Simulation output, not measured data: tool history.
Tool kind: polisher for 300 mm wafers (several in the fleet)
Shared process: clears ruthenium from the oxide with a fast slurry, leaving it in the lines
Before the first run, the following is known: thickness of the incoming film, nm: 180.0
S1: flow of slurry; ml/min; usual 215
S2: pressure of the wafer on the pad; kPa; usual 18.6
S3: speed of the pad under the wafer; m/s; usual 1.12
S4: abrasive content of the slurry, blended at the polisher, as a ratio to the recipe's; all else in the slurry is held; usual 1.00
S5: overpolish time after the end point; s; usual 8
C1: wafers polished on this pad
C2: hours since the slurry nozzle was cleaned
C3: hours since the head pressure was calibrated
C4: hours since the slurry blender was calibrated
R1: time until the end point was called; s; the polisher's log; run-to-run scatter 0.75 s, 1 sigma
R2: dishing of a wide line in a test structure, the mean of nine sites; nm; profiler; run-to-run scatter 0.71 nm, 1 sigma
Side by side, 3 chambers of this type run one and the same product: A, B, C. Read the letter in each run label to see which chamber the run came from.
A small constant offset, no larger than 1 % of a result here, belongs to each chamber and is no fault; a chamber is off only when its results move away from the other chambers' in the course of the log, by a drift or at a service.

{"run": "1B", "hour": 3.2, "S1": 215, "S2": 18.6, "S3": 1.12, "S4": 1.0, "S5": 8, "C1": 820, "C2": 326.2, "C3": 1061.9, "C4": 6.9, "R1": 38.899, "R2": 30.801}
{"hour": 7.1, "done": "chamber B: worn pad replaced by a new one"}
{"run": "2C", "hour": 8.2, "S1": 215, "S2": 18.6, "S3": 1.12, "S4": 1.0, "S5": 8, "C1": 466, "C2": 39.3, "C3": 189.5, "C4": 94.0, "R1": 40.442, "R2": 30.092}
{"run": "3A", "hour": 14.4, "S1": 215, "S2": 18.6, "S3": 1.12, "S4": 1.0, "S5": 8, "C1": 878, "C2": 84.2, "C3": 20.1, "C4": 367.6, "R1": 40.4, "R2": 31.508}
{"run": "4A", "hour": 17.5, "S1": 215, "S2": 18.6, "S3": 1.12, "S4": 1.0, "S5": 8, "C1": 914, "C2": 87.3, "C3": 23.2, "C4": 370.7, "R1": 38.933, "R2": 31.147}
{"run": "5C", "hour": 22.8, "S1": 215, "S2": 18.6, "S3": 1.12, "S4": 0.75, "S5": 8, "C1": 634, "C2": 53.9, "C3": 204.1, "C4": 108.6, "R1": 46.796, "R2": 27.369}
{"run": "6B", "hour": 26.2, "S1": 215, "S2": 18.6, "S3": 1.12, "S4": 0.75, "S5": 8, "C1": 220, "C2": 349.2, "C3": 1084.9, "C4": 29.9, "R1": 46.439, "R2": 26.497}
{"run": "7C", "hour": 31.1, "S1": 215, "S2": 18.6, "S3": 1.12, "S4": 0.75, "S5": 8, "C1": 729, "C2": 62.2, "C3": 212.4, "C4": 116.9, "R1": 46.437, "R2": 26.711}
{"run": "8A", "hour": 35.5, "S1": 215, "S2": 18.6, "S3": 1.12, "S4": 1.0, "S5": 8, "C1": 1121, "C2": 105.3, "C3": 41.2, "C4": 388.7, "R1": 39.535, "R2": 30.959}
{"run": "9B", "hour": 38.5, "S1": 215, "S2": 18.6, "S3": 1.12, "S4": 1.0, "S5": 8, "C1": 361, "C2": 361.5, "C3": 1097.2, "C4": 42.2, "R1": 39.704, "R2": 30.812}
{"run": "10A", "hour": 44.8, "S1": 215, "S2": 18.6, "S3": 1.12, "S4": 1.0, "S5": 8, "C1": 1228, "C2": 114.6, "C3": 50.5, "C4": 398.0, "R1": 40.028, "R2": 29.863}
{"run": "11B", "hour": 49.3, "S1": 215, "S2": 18.6, "S3": 1.12, "S4": 1.0, "S5": 8, "C1": 486, "C2": 372.3, "C3": 1108.0, "C4": 53.0, "R1": 39.823, "R2": 30.004}
{"hour": 51.6, "done": "chamber C: worn pad replaced by a new one"}
{"hour": 52.8, "done": "chamber A: worn pad replaced by a new one"}
{"run": "12C", "hour": 54.9, "S1": 215, "S2": 18.6, "S3": 1.12, "S4": 1.0, "S5": 8, "C1": 38, "C2": 86.0, "C3": 236.2, "C4": 140.7, "R1": 41.086, "R2": 30.064}
{"hour": 58.9, "done": "chamber B: slurry nozzle cleaned"}
{"run": "13B", "hour": 59.9, "S1": 215, "S2": 18.6, "S3": 1.12, "S4": 1.0, "S5": 8, "C1": 608, "C2": 1.0, "C3": 1118.6, "C4": 63.6, "R1": 40.192, "R2": 30.3}
{"run": "14C", "hour": 65.2, "S1": 215, "S2": 18.6, "S3": 1.12, "S4": 0.9, "S5": 8, "C1": 157, "C2": 96.3, "C3": 246.5, "C4": 151.0, "R1": 42.926, "R2": 28.718}
{"run": "15A", "hour": 68.9, "S1": 215, "S2": 18.6, "S3": 1.12, "S4": 0.9, "S5": 8, "C1": 186, "C2": 138.7, "C3": 74.6, "C4": 422.1, "R1": 42.029, "R2": 29.24}
{"run": "16A", "hour": 74.7, "S1": 215, "S2": 18.6, "S3": 1.12, "S4": 0.9, "S5": 8, "C1": 253, "C2": 144.5, "C3": 80.4, "C4": 427.9, "R1": 41.182, "R2": 30.352}
{"hour": 79.0, "done": "chamber A: slurry blender recalibrated"}
{"run": "17C", "hour": 80.3, "S1": 215, "S2": 18.6, "S3": 1.12, "S4": 1.0, "S5": 8, "C1": 331, "C2": 111.4, "C3": 261.6, "C4": 166.1, "R1": 41.869, "R2": 28.617}
{"run": "18B", "hour": 83.3, "S1": 215, "S2": 18.6, "S3": 1.12, "S4": 1.0, "S5": 8, "C1": 877, "C2": 24.4, "C3": 1142.0, "C4": 87.0, "R1": 40.435, "R2": 30.882}
{"run": "19C", "hour": 88.0, "S1": 215, "S2": 18.6, "S3": 1.12, "S4": 1.0, "S5": 8, "C1": 419, "C2": 119.1, "C3": 269.3, "C4": 173.8, "R1": 42.679, "R2": 29.847}
{"run": "20A", "hour": 94.0, "S1": 215, "S2": 18.6, "S3": 1.12, "S4": 1.0, "S5": 8, "C1": 475, "C2": 163.8, "C3": 99.7, "C4": 15.0, "R1": 40.347, "R2": 30.553}
{"hour": 97.1, "done": "chamber B: worn pad replaced by a new one"}
{"run": "21B", "hour": 98.5, "S1": 215, "S2": 18.6, "S3": 1.12, "S4": 1.0, "S5": 8, "C1": 16, "C2": 39.6, "C3": 1157.2, "C4": 102.2, "R1": 39.79, "R2": 30.871}
{"run": "22B", "hour": 104.4, "S1": 215, "S2": 18.6, "S3": 1.12, "S4": 1.0, "S5": 8, "C1": 84, "C2": 45.5, "C3": 1163.1, "C4": 108.1, "R1": 40.395, "R2": 30.949}
{"hour": 107.1, "done": "chamber C: head pressure recalibrated"}
{"run": "23C", "hour": 108.8, "S1": 215, "S2": 18.6, "S3": 1.12, "S4": 1.0, "S5": 11, "C1": 659, "C2": 139.9, "C3": 1.8, "C4": 194.6, "R1": 42.208, "R2": 39.829}
{"run": "24A", "hour": 113.5, "S1": 215, "S2": 18.6, "S3": 1.12, "S4": 1.0, "S5": 11, "C1": 699, "C2": 183.3, "C3": 119.2, "C4": 34.5, "R1": 39.654, "R2": 38.601}
{"hour": 114.2, "done": "chamber C: worn pad replaced by a new one"}
{"run": "25C", "hour": 116.5, "S1": 215, "S2": 18.6, "S3": 1.12, "S4": 1.0, "S5": 11, "C1": 26, "C2": 147.6, "C3": 9.5, "C4": 202.3, "R1": 41.705, "R2": 40.037}
{"run": "26B", "hour": 121.7, "S1": 215, "S2": 18.6, "S3": 1.12, "S4": 1.0, "S5": 8, "C1": 283, "C2": 62.8, "C3": 1180.4, "C4": 125.4, "R1": 40.629, "R2": 30.176}
{"run": "27A", "hour": 127.3, "S1": 215, "S2": 18.6, "S3": 1.12, "S4": 1.0, "S5": 8, "C1": 858, "C2": 197.1, "C3": 133.0, "C4": 48.3, "R1": 40.655, "R2": 30.587}
{"run": "28C", "hour": 130.9, "S1": 215, "S2": 18.6, "S3": 1.12, "S4": 1.0, "S5": 8, "C1": 192, "C2": 162.0, "C3": 23.9, "C4": 216.7, "R1": 43.275, "R2": 28.763}
{"run": "29A", "hour": 136.3, "S1": 215, "S2": 18.6, "S3": 1.12, "S4": 1.0, "S5": 8, "C1": 962, "C2": 206.1, "C3": 142.0, "C4": 57.3, "R1": 40.656, "R2": 31.046}
{"run": "30B", "hour": 139.4, "S1": 215, "S2": 18.6, "S3": 1.12, "S4": 1.0, "S5": 8, "C1": 487, "C2": 80.5, "C3": 1198.1, "C4": 143.1, "R1": 40.718, "R2": 30.666}
{"run": "31A", "hour": 144.8, "S1": 215, "S2": 18.6, "S3": 1.12, "S4": 1.0, "S5": 8, "C1": 1060, "C2": 214.6, "C3": 150.5, "C4": 65.8, "R1": 41.617, "R2": 29.208}
{"run": "32B", "hour": 150.8, "S1": 180, "S2": 18.6, "S3": 1.12, "S4": 0.8, "S5": 8, "C1": 618, "C2": 91.9, "C3": 1209.5, "C4": 154.5, "R1": 45.191, "R2": 25.993}
{"hour": 155.5, "done": "chamber B: slurry blender recalibrated"}
{"run": "33C", "hour": 156.3, "S1": 180, "S2": 18.6, "S3": 1.12, "S4": 0.8, "S5": 8, "C1": 485, "C2": 187.4, "C3": 49.3, "C4": 242.1, "R1": 51.025, "R2": 24.095}
{"run": "34B", "hour": 160.9, "S1": 180, "S2": 18.6, "S3": 1.12, "S4": 0.8, "S5": 8, "C1": 734, "C2": 102.0, "C3": 1219.6, "C4": 5.5, "R1": 46.905, "R2": 27.577}
{"run": "35A", "hour": 166.4, "S1": 215, "S2": 18.6, "S3": 1.12, "S4": 1.0, "S5": 8, "C1": 1309, "C2": 236.2, "C3": 172.1, "C4": 87.4, "R1": 40.962, "R2": 28.771}
{"hour": 167.8, "done": "chamber B: worn pad replaced by a new one"}
{"run": "36C", "hour": 172.1, "S1": 215, "S2": 18.6, "S3": 1.12, "S4": 1.0, "S5": 8, "C1": 666, "C2": 203.2, "C3": 65.1, "C4": 257.9, "R1": 44.788, "R2": 26.889}
{"hour": 173.5, "done": "chamber A: slurry nozzle cleaned"}
{"run": "37A", "hour": 177.6, "S1": 215, "S2": 18.6, "S3": 0.84, "S4": 1.0, "S5": 8, "C1": 1437, "C2": 4.1, "C3": 183.3, "C4": 98.6, "R1": 52.812, "R2": 22.342}
{"run": "38C", "hour": 180.8, "S1": 215, "S2": 18.6, "S3": 0.84, "S4": 1.0, "S5": 8, "C1": 767, "C2": 211.9, "C3": 73.8, "C4": 266.6, "R1": 59.284, "R2": 20.85}
{"hour": 183.0, "done": "chamber A: worn pad replaced by a new one"}
{"run": "39B", "hour": 186.8, "S1": 215, "S2": 18.6, "S3": 0.84, "S4": 1.0, "S5": 8, "C1": 219, "C2": 127.9, "C3": 1245.5, "C4": 31.4, "R1": 54.981, "R2": 22.924}
{"hour": 192.3, "done": "chamber C: worn pad replaced by a new one"}
{"run": "40A", "hour": 192.5, "S1": 215, "S2": 18.6, "S3": 1.12, "S4": 1.0, "S5": 8, "C1": 110, "C2": 19.0, "C3": 198.2, "C4": 113.5, "R1": 40.235, "R2": 30.388}
{"run": "41B", "hour": 195.6, "S1": 215, "S2": 18.6, "S3": 1.12, "S4": 1.0, "S5": 8, "C1": 320, "C2": 136.7, "C3": 1254.3, "C4": 40.2, "R1": 39.497, "R2": 30.074}
{"run": "42C", "hour": 199.7, "S1": 215, "S2": 18.6, "S3": 1.12, "S4": 1.0, "S5": 8, "C1": 86, "C2": 230.8, "C3": 92.7, "C4": 285.5, "R1": 46.71, "R2": 27.268}
{"run": "43C", "hour": 204.2, "S1": 215, "S2": 18.6, "S3": 1.12, "S4": 1.0, "S5": 8, "C1": 137, "C2": 235.3, "C3": 97.2, "C4": 290.0, "R1": 46.258, "R2": 26.021}
{"run": "44A", "hour": 209.6, "S1": 215, "S2": 18.6, "S3": 1.12, "S4": 1.0, "S5": 8, "C1": 307, "C2": 36.1, "C3": 215.3, "C4": 130.6, "R1": 40.973, "R2": 30.098}

Next, all 3 chambers run the settings below, one line each with question marks for the results. What does each chamber give?
{"run": "45A", "hour": 214.3, "S1": 245, "S2": 18.6, "S3": 1.12, "S4": 1.0, "S5": 8, "R1": "?", "R2": "?"}
{"run": "45B", "hour": 214.3, "S1": 245, "S2": 18.6, "S3": 1.12, "S4": 1.0, "S5": 8, "R1": "?", "R2": "?"}
{"run": "45C", "hour": 214.3, "S1": 245, "S2": 18.6, "S3": 1.12, "S4": 1.0, "S5": 8, "R1": "?", "R2": "?"}

run=45A R1=39.312 R2=30.538
run=45B R1=40.857 R2=30.076
run=45C R1=47.214 R2=27.750
